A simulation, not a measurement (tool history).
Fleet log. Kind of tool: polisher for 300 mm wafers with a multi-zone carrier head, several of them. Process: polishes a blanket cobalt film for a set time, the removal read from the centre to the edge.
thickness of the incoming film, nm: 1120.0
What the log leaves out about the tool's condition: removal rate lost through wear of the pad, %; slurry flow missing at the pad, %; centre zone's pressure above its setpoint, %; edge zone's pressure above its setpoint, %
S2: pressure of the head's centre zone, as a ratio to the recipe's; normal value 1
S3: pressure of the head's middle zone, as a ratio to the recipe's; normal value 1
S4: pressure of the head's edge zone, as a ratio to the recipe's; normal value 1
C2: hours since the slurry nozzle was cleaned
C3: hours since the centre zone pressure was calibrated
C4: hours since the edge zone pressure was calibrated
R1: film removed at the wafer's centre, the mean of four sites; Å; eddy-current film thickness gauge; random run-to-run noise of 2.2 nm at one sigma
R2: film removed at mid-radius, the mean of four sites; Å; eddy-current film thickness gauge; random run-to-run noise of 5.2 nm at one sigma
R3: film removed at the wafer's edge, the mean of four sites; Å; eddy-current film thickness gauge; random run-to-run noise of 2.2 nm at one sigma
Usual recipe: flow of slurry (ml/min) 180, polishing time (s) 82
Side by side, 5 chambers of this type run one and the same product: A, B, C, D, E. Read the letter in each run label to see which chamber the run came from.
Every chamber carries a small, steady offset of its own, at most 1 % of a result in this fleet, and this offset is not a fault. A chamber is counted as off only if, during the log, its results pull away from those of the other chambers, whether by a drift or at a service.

{"run": "1E", "hour": 2.2, "flow of slurry (ml/min)": 180, "S2": 1, "S3": 1, "S4": 1, "polishing time (s)": 82, "wafers polished on this pad": 142, "C2": 630.6, "C3": 106.4, "C4": 30.8, "R1": 3565.7, "R2": 3493.2, "R3": 3586.9}
{"run": "2C", "hour": 4.6, "flow of slurry (ml/min)": 180, "S2": 1, "S3": 1, "S4": 1, "polishing time (s)": 82, "wafers polished on this pad": 181, "C2": 173, "C3": 155.6, "C4": 543.2, "R1": 3589.2, "R2": 3547.7, "R3": 3592.6}
{"hour": 5.3, "done": "chamber B: worn pad replaced by a new one"}
{"run": "3A", "hour": 8.1, "flow of slurry (ml/min)": 180, "S2": 1, "S3": 1, "S4": 1, "polishing time (s)": 82, "wafers polished on this pad": 784, "C2": 717.4, "C3": 1144.4, "C4": 1009, "R1": 3608.8, "R2": 3573.9, "R3": 3584.4}
{"hour": 11.8, "done": "chamber A: worn pad replaced by a new one"}
{"run": "4B", "hour": 12.4, "flow of slurry (ml/min)": 180, "S2": 1, "S3": 1, "S4": 1, "polishing time (s)": 82, "wafers polished on this pad": 86, "C2": 73.1, "C3": 516.6, "C4": 1019.1, "R1": 3585.2, "R2": 3576.7, "R3": 3594.8}
{"run": "5D", "hour": 16.2, "flow of slurry (ml/min)": 180, "S2": 1, "S3": 1, "S4": 1, "polishing time (s)": 82, "wafers polished on this pad": 436, "C2": 444.4, "C3": 167.6, "C4": 188, "R1": 3603.3, "R2": 3563, "R3": 3599.4}
{"run": "6E", "hour": 19.7, "flow of slurry (ml/min)": 180, "S2": 1, "S3": 1, "S4": 1, "polishing time (s)": 82, "wafers polished on this pad": 351, "C2": 648.1, "C3": 123.9, "C4": 48.3, "R1": 3606.5, "R2": 3545.9, "R3": 3600.1}
{"hour": 21.5, "done": "chamber D: worn pad replaced by a new one"}
{"run": "7B", "hour": 21.8, "flow of slurry (ml/min)": 180, "S2": 1, "S3": 1, "S4": 1, "polishing time (s)": 82, "wafers polished on this pad": 198, "C2": 82.5, "C3": 526, "C4": 1028.5, "R1": 3564.8, "R2": 3649.5, "R3": 3573.9}
{"run": "8D", "hour": 25.3, "flow of slurry (ml/min)": 240, "S2": 1, "S3": 1, "S4": 1, "polishing time (s)": 82, "wafers polished on this pad": 46, "C2": 453.5, "C3": 176.7, "C4": 197.1, "R1": 3722.8, "R2": 3760.4, "R3": 3697.3}
{"run": "9C", "hour": 27.1, "flow of slurry (ml/min)": 240, "S2": 1, "S3": 1, "S4": 1, "polishing time (s)": 82, "wafers polished on this pad": 450, "C2": 195.5, "C3": 178.1, "C4": 565.7, "R1": 3746.2, "R2": 3675.8, "R3": 3702.1}
{"run": "10A", "hour": 29.6, "flow of slurry (ml/min)": 240, "S2": 1, "S3": 1, "S4": 1, "polishing time (s)": 82, "wafers polished on this pad": 213, "C2": 738.9, "C3": 1165.9, "C4": 1030.5, "R1": 3809.9, "R2": 3720.5, "R3": 3765.4}
{"run": "11C", "hour": 31.9, "flow of slurry (ml/min)": 240, "S2": 1, "S3": 1, "S4": 1, "polishing time (s)": 82, "wafers polished on this pad": 507, "C2": 200.3, "C3": 182.9, "C4": 570.5, "R1": 3775.2, "R2": 3884.7, "R3": 3666.9}
{"run": "12A", "hour": 33.8, "flow of slurry (ml/min)": 240, "S2": 1, "S3": 1, "S4": 1, "polishing time (s)": 82, "wafers polished on this pad": 263, "C2": 743.1, "C3": 1170.1, "C4": 1034.7, "R1": 3769.3, "R2": 3661.1, "R3": 3687.7}
{"run": "13B", "hour": 35.8, "flow of slurry (ml/min)": 180, "S2": 1, "S3": 1, "S4": 1, "polishing time (s)": 82, "wafers polished on this pad": 365, "C2": 96.5, "C3": 540, "C4": 1042.5, "R1": 3605.6, "R2": 3622.1, "R3": 3562.2}
{"run": "14D", "hour": 39.3, "flow of slurry (ml/min)": 180, "S2": 1, "S3": 1, "S4": 1, "polishing time (s)": 82, "wafers polished on this pad": 213, "C2": 467.5, "C3": 190.7, "C4": 211.1, "R1": 3570.8, "R2": 3632.7, "R3": 3562}
{"run": "15E", "hour": 41.6, "flow of slurry (ml/min)": 180, "S2": 1, "S3": 0.9, "S4": 0.96, "polishing time (s)": 82, "wafers polished on this pad": 613, "C2": 670, "C3": 145.8, "C4": 70.2, "R1": 3599.2, "R2": 3216.5, "R3": 3523.8}
{"run": "16D", "hour": 45.1, "flow of slurry (ml/min)": 180, "S2": 1, "S3": 0.9, "S4": 0.96, "polishing time (s)": 82, "wafers polished on this pad": 283, "C2": 473.3, "C3": 196.5, "C4": 216.9, "R1": 3583.6, "R2": 3325.1, "R3": 3519.7}
{"run": "17A", "hour": 47.7, "flow of slurry (ml/min)": 180, "S2": 1, "S3": 0.9, "S4": 0.96, "polishing time (s)": 82, "wafers polished on this pad": 429, "C2": 757, "C3": 1184, "C4": 1048.6, "R1": 3617.4, "R2": 3130.3, "R3": 3541.1}
{"run": "18C", "hour": 50.8, "flow of slurry (ml/min)": 180, "S2": 1, "S3": 0.9, "S4": 0.96, "polishing time (s)": 82, "wafers polished on this pad": 733, "C2": 219.2, "C3": 201.8, "C4": 589.4, "R1": 3484.2, "R2": 3127.6, "R3": 3455.2}
{"run": "19B", "hour": 53.5, "flow of slurry (ml/min)": 180, "S2": 1, "S3": 0.9, "S4": 0.96, "polishing time (s)": 82, "wafers polished on this pad": 577, "C2": 114.2, "C3": 557.7, "C4": 1060.2, "R1": 3568.2, "R2": 3257.6, "R3": 3504.8}
{"run": "20E", "hour": 56.7, "flow of slurry (ml/min)": 180, "S2": 1, "S3": 1, "S4": 1, "polishing time (s)": 82, "wafers polished on this pad": 793, "C2": 685.1, "C3": 160.9, "C4": 85.3, "R1": 3611.2, "R2": 3555.6, "R3": 3597.8}
{"hour": 56.8, "done": "chamber C: edge zone pressure recalibrated"}
{"run": "21E", "hour": 60.3, "flow of slurry (ml/min)": 180, "S2": 1, "S3": 1, "S4": 1, "polishing time (s)": 82, "wafers polished on this pad": 836, "C2": 688.7, "C3": 164.5, "C4": 88.9, "R1": 3557.2, "R2": 3678.3, "R3": 3617.6}
{"hour": 63.5, "done": "chamber B: worn pad replaced by a new one"}
{"run": "22B", "hour": 63.7, "flow of slurry (ml/min)": 180, "S2": 1, "S3": 1, "S4": 1, "polishing time (s)": 82, "wafers polished on this pad": 3, "C2": 124.4, "C3": 567.9, "C4": 1070.4, "R1": 3580.6, "R2": 3536, "R3": 3589.4}
{"hour": 64.2, "done": "chamber D: worn pad replaced by a new one"}
{"run": "23A", "hour": 66.5, "flow of slurry (ml/min)": 180, "S2": 1, "S3": 1, "S4": 1, "polishing time (s)": 82, "wafers polished on this pad": 654, "C2": 775.8, "C3": 1202.8, "C4": 1067.4, "R1": 3609.7, "R2": 3564.7, "R3": 3589.9}
{"hour": 67.4, "done": "chamber A: worn pad replaced by a new one"}
{"run": "24D", "hour": 70.0, "flow of slurry (ml/min)": 180, "S2": 1, "S3": 1, "S4": 1, "polishing time (s)": 82, "wafers polished on this pad": 69, "C2": 498.2, "C3": 221.4, "C4": 241.8, "R1": 3615.8, "R2": 3505.3, "R3": 3616.2}
{"run": "25C", "hour": 72.1, "flow of slurry (ml/min)": 180, "S2": 1, "S3": 1, "S4": 1, "polishing time (s)": 82, "wafers polished on this pad": 988, "C2": 240.5, "C3": 223.1, "C4": 15.4, "R1": 3424.2, "R2": 3513.2, "R3": 3502}
{"run": "26E", "hour": 76.1, "flow of slurry (ml/min)": 180, "S2": 1, "S3": 1, "S4": 1, "polishing time (s)": 82, "wafers polished on this pad": 1025, "C2": 704.5, "C3": 180.3, "C4": 104.7, "R1": 3609.9, "R2": 3529.1, "R3": 3548.6}
{"run": "27A", "hour": 78.0, "flow of slurry (ml/min)": 180, "S2": 1, "S3": 1, "S4": 1, "polishing time (s)": 82, "wafers polished on this pad": 126, "C2": 787.3, "C3": 1214.3, "C4": 1078.9, "R1": 3585.2, "R2": 3547.1, "R3": 3593.3}
{"run": "28B", "hour": 81.8, "flow of slurry (ml/min)": 180, "S2": 1, "S3": 1.1, "S4": 1, "polishing time (s)": 82, "wafers polished on this pad": 219, "C2": 142.5, "C3": 586, "C4": 1088.5, "R1": 3568.9, "R2": 3879.9, "R3": 3608.7}
{"run": "29D", "hour": 85.9, "flow of slurry (ml/min)": 180, "S2": 1, "S3": 1.1, "S4": 1, "polishing time (s)": 82, "wafers polished on this pad": 259, "C2": 514.1, "C3": 237.3, "C4": 257.7, "R1": 3594.9, "R2": 3876.2, "R3": 3545}
{"run": "30C", "hour": 88.0, "flow of slurry (ml/min)": 180, "S2": 1, "S3": 1.1, "S4": 1, "polishing time (s)": 82, "wafers polished on this pad": 1178, "C2": 256.4, "C3": 239, "C4": 31.3, "R1": 3362.3, "R2": 3768.2, "R3": 3395.2}
{"hour": 89.3, "done": "chamber E: worn pad replaced by a new one"}
{"run": "31C", "hour": 90.8, "flow of slurry (ml/min)": 180, "S2": 1, "S3": 1.1, "S4": 1, "polishing time (s)": 82, "wafers polished on this pad": 1211, "C2": 259.2, "C3": 241.8, "C4": 34.1, "R1": 3338.8, "R2": 3665.9, "R3": 3404.6}
{"run": "32D", "hour": 93.5, "flow of slurry (ml/min)": 180, "S2": 1, "S3": 1.1, "S4": 1, "polishing time (s)": 82, "wafers polished on this pad": 350, "C2": 521.7, "C3": 244.9, "C4": 265.3, "R1": 3596.6, "R2": 3951.4, "R3": 3583.6}
{"run": "33B", "hour": 95.4, "flow of slurry (ml/min)": 180, "S2": 1, "S3": 1, "S4": 1, "polishing time (s)": 82, "wafers polished on this pad": 382, "C2": 156.1, "C3": 599.6, "C4": 1102.1, "R1": 3588.6, "R2": 3552.1, "R3": 3571.1}
{"run": "34E", "hour": 99.3, "flow of slurry (ml/min)": 180, "S2": 1, "S3": 1, "S4": 1, "polishing time (s)": 82, "wafers polished on this pad": 120, "C2": 727.7, "C3": 203.5, "C4": 127.9, "R1": 3575.1, "R2": 3665.9, "R3": 3551.5}
{"run": "35A", "hour": 102.4, "flow of slurry (ml/min)": 180, "S2": 0.95, "S3": 1, "S4": 1, "polishing time (s)": 57, "wafers polished on this pad": 418, "C2": 811.7, "C3": 1238.7, "C4": 1103.3, "R1": 2325.9, "R2": 2491.2, "R3": 2504.3}

Each of the 5 chambers runs these same settings next. Fill in every chamber's results:
{"run": "36A", "hour": 105.5, "flow of slurry (ml/min)": 180, "S2": 1, "S3": 1, "S4": 1, "polishing time (s)": 82, "R1": "?", "R2": "?", "R3": "?"}
{"run": "36B", "hour": 105.5, "flow of slurry (ml/min)": 180, "S2": 1, "S3": 1, "S4": 1, "polishing time (s)": 82, "R1": "?", "R2": "?", "R3": "?"}
{"run": "36C", "hour": 105.5, "flow of slurry (ml/min)": 180, "S2": 1, "S3": 1, "S4": 1, "polishing time (s)": 82, "R1": "?", "R2": "?", "R3": "?"}
{"run": "36D", "hour": 105.5, "flow of slurry (ml/min)": 180, "S2": 1, "S3": 1, "S4": 1, "polishing time (s)": 82, "R1": "?", "R2": "?", "R3": "?"}
{"run": "36E", "hour": 105.5, "flow of slurry (ml/min)": 180, "S2": 1, "S3": 1, "S4": 1, "polishing time (s)": 82, "R1": "?", "R2": "?", "R3": "?"}

run=36A R1=3590.5 R2=3573.4 R3=3581.3
run=36B R1=3562.3 R2=3603.3 R3=3605.4
run=36C R1=3302.9 R2=3305.8 R3=3309.5
run=36D R1=3601.7 R2=3531.1 R3=3574.5
run=36E R1=3600.9 R2=3615.3 R3=3592

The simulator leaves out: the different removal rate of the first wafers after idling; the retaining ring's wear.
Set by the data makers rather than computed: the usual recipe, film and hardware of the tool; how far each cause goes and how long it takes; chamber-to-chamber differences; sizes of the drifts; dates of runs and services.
